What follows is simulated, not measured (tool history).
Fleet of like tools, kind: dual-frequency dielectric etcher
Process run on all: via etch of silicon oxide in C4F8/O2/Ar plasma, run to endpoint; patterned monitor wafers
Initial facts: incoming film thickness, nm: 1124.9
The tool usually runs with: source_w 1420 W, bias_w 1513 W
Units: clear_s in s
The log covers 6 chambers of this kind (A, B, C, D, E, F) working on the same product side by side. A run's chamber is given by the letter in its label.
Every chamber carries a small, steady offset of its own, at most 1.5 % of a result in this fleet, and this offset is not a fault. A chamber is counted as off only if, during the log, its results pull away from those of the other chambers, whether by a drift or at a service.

run     day  source_w  bias_w  clear_s
 1C   0.654      1420    1513   268.54
 2D   1.342      1420    1513   276.91
 3E   1.796      1420    1513   275.86
 4B   2.408      1420    1513   274.47
      2.542  -- chamber C: source power generator calibrated
 5F    2.95      1420    1513   276.08
 6A   3.604      1580    1513   263.91
 7A   4.279      1580    1513   267.37
 8F   4.671      1580    1513   266.77
      4.779  -- chamber F: wet clean of the chamber
 9D   5.338      1580    1513   264.04
10B   5.862      1580    1513   266.85
11C   6.196      1580    1513   258.26
12E   6.592      1420    1513   277.19
13F   6.975      1180    1196   317.67
      7.325  -- chamber C: wet clean of the chamber
14A   7.479      1180    1196   317.55
15E   8.092      1180    1196   317.76
16D   8.608      1180    1196   320.14
17C   8.938      1180    1196   310.83
18B   9.342      1180    1196   318.51
      9.433  -- chamber E: bias power generator calibrated
19F   9.917      1420    1513   276.11
20C  10.521      1420    1513   273.22
21B  10.971      1420    1513   278.03
22D  11.475      1420    1513   280.89
     12.029  -- chamber A: wet clean of the chamber
23E  12.112      1420    1513   277.15
24A  12.617      1270    1313   303.96
     12.675  -- chamber E: wet clean of the chamber
25F  13.221      1270    1313   301.18
26B  13.821      1270    1313   303.39
27E  14.362      1270    1313   300.25
28A  14.804      1270    1313   300.95
29C  15.346      1270    1313    297.2
30D  16.012      1420    1513   280.06
31E  16.583      1420    1513   276.09
         17  -- chamber B: wet clean of the chamber
32A   17.25      1420    1513   275.99
33B  17.938      1420    1513   275.54
34C  18.492      1420    1626   265.43
     18.979  -- chamber F: wet clean of the chamber
35D  19.033      1420    1626   279.14
36F  19.708      1420    1626   272.76
37B  20.071      1420    1626   271.94
38A  20.512      1420    1626   271.14
39C  20.996      1420    1626   267.76
40D  21.583      1420    1513   287.39
41F  22.067      1420    1513   275.28
42E  22.388      1420    1513   278.31
43C  22.862      1420    1513   270.94

Read the log: is a single chamber off, either drifting away or since a service, is the gauge that measures every chamber drifting, or is nothing wrong beyond small per-chamber offsets? Name any odd chamber and what most likely caused it.

One chamber, D, drifts off from the rest bit by bit.
What lies behind it: etch rate under this chamber's usual, % = 4.31.

Below are 4 candidate recipes for chamber D's next run, each the usual settings with a change, their results shown as question marks. Which of them brings D's results back in line with what the other chambers give on the usual settings?
To be in line, a result may differ from the other chambers' mean on the usual settings by at most: clear_s 4.9 s
44D-1  23.362      1420    1106        ?
44D-2  23.362      1630    1661        ?
44D-3  23.362      1260    1513        ?
44D-4  23.362      1530    1593        ?

Usual-settings mean across the other chambers: clear_s 275.44 s
  run  clear_s
44D-1   313.57
44D-2   266.14
44D-3   302.84
44D-4   276.17
44D-4 brings the chamber back in line.
